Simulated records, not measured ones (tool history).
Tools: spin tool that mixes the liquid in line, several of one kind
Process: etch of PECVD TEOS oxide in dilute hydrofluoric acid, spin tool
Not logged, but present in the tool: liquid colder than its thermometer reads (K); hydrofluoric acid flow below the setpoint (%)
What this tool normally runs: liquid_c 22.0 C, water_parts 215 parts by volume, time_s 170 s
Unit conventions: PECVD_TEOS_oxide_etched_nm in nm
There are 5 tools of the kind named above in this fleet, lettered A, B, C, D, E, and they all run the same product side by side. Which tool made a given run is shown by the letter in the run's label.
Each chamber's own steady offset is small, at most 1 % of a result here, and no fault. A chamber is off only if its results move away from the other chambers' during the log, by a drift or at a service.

| run | hour | liquid_c | water_parts | time_s | hours since the thermometer was replaced | hours since the hydrofluoric acid flow meter was replaced | read-back film thickness of the PECVD TEOS oxide reference wafer, read on the same gauge (nm) | PECVD_TEOS_oxide_etched_nm |
|---|---|---|---|---|---|---|---|---|
| 1E | 6.2 | 22.0 | 215 | 170 | 771.3 | 625.4 | 90.015 | 8.0001 |
| 2A | 10.5 | 22.0 | 215 | 170 | 1584.0 | 1114.7 | 89.984 | 7.8662 |
| 3D | 15.4 | 22.0 | 215 | 170 | 273.3 | 233.8 | 89.994 | 8.0168 |
| 4C | 22.6 | 22.0 | 215 | 170 | 1004.9 | 604.4 | 90.006 | 7.9377 |
| 5B | 26.6 | 22.0 | 215 | 170 | 990.0 | 1886.6 | 90.005 | 7.8769 |
| 6A | 32.0 | 22.0 | 215 | 170 | 1605.5 | 1136.2 | 89.995 | 7.8898 |
| 7D | 36.6 | 22.0 | 215 | 170 | 294.5 | 255.0 | 90.002 | 8.0324 |
| 8E | 42.6 | 22.0 | 160 | 125 | 807.7 | 661.8 | 90.003 | 8.2978 |
| 9C | 46.3 | 22.0 | 160 | 125 | 1028.6 | 628.1 | 90.021 | 8.3117 |
| 10B | 50.2 | 22.0 | 160 | 125 | 1013.6 | 1910.2 | 90.001 | 8.2496 |
| 11E | 53.5 | 22.0 | 160 | 125 | 818.6 | 672.7 | 89.985 | 8.3754 |
| 12A | 58.9 | 22.0 | 160 | 125 | 1632.4 | 1163.1 | 90.001 | 8.2934 |
| 13D | 64.8 | 22.0 | 215 | 170 | 322.7 | 283.2 | 89.994 | 7.9801 |
| 14C | 68.8 | 22.0 | 215 | 170 | 1051.1 | 650.6 | 90.013 | 7.9077 |
| 15B | 74.8 | 22.0 | 180 | 170 | 1038.2 | 1934.8 | 89.984 | 9.8220 |
| 16D | 79.1 | 22.0 | 180 | 170 | 337.0 | 297.5 | 90.011 | 9.7767 |
| 17A | 85.3 | 22.0 | 180 | 170 | 1658.8 | 1189.5 | 89.980 | 9.7969 |
| 18C | 91.1 | 22.0 | 180 | 170 | 1073.4 | 672.9 | 89.972 | 9.8783 |
| 19E | 96.6 | 22.0 | 180 | 170 | 861.7 | 715.8 | 89.993 | 9.8664 |
| 20B | 100.0 | 22.0 | 265 | 170 | 1063.4 | 1960.0 | 89.992 | 6.0455 |
| 21C | 103.9 | 22.0 | 265 | 170 | 1086.2 | 685.7 | 90.006 | 6.0871 |
| 22D | 111.1 | 22.0 | 265 | 170 | 369.0 | 329.5 | 90.007 | 6.0743 |
|  | 116.7 | chamber B: thermometer replaced |
| 23B | 117.3 | 22.0 | 265 | 170 | 0.7 | 1977.3 | 90.015 | 6.0560 |
| 24E | 123.0 | 22.0 | 265 | 170 | 888.1 | 742.2 | 90.000 | 6.1280 |
| 25A | 129.5 | 18.0 | 215 | 120 | 1703.0 | 1233.7 | 89.989 | 4.7305 |
| 26D | 135.4 | 18.0 | 215 | 120 | 393.3 | 353.8 | 90.004 | 4.6866 |
|  | 135.5 | chamber A: thermometer replaced |
| 27A | 138.7 | 18.0 | 215 | 120 | 3.2 | 1242.9 | 90.001 | 4.7872 |
| 28C | 144.4 | 18.0 | 215 | 120 | 1126.7 | 726.2 | 90.002 | 4.7972 |
| 29E | 151.6 | 18.0 | 215 | 120 | 916.7 | 770.8 | 90.012 | 4.8205 |
| 30B | 157.9 | 22.0 | 215 | 170 | 41.3 | 2017.9 | 90.031 | 7.8854 |
| 31D | 163.5 | 25.0 | 250 | 170 | 421.4 | 381.9 | 90.004 | 7.0506 |
| 32E | 168.8 | 25.0 | 250 | 170 | 933.9 | 788.0 | 89.989 | 7.3305 |
| 33A | 175.2 | 25.0 | 250 | 170 | 39.7 | 1279.4 | 90.007 | 7.3382 |
| 34C | 178.9 | 25.0 | 250 | 170 | 1161.2 | 760.7 | 90.012 | 7.3432 |
| 35B | 183.8 | 25.0 | 250 | 170 | 67.2 | 2043.8 | 89.997 | 7.2511 |
| 36D | 191.3 | 22.0 | 215 | 170 | 449.2 | 409.7 | 89.987 | 7.6241 |
| 37C | 196.9 | 22.0 | 215 | 170 | 1179.2 | 778.7 | 90.015 | 7.9599 |
|  | 199.2 | chamber B: hydrofluoric acid flow meter replaced |
| 38B | 203.1 | 22.0 | 215 | 170 | 86.5 | 3.9 | 90.004 | 7.9521 |
| 39E | 208.9 | 17.5 | 215 | 170 | 974.0 | 828.1 | 90.010 | 6.7073 |
| 40A | 215.9 | 17.5 | 215 | 170 | 80.4 | 1320.1 | 90.008 | 6.6102 |

All chambers now run identical settings, listed one chamber a line with results as question marks. What results will each chamber show?
| 41A | 221.3 | 22.0 | 215 | 170 |  |  |  | ? |
| 41B | 221.3 | 22.0 | 215 | 170 |  |  |  | ? |
| 41C | 221.3 | 22.0 | 215 | 170 |  |  |  | ? |
| 41D | 221.3 | 22.0 | 215 | 170 |  |  |  | ? |
| 41E | 221.3 | 22.0 | 215 | 170 |  |  |  | ? |

| run | PECVD_TEOS_oxide_etched_nm |
|---|---|
| 41A | 7.9767 |
| 41B | 7.8627 |
| 41C | 7.9023 |
| 41D | 7.5251 |
| 41E | 7.9868 |

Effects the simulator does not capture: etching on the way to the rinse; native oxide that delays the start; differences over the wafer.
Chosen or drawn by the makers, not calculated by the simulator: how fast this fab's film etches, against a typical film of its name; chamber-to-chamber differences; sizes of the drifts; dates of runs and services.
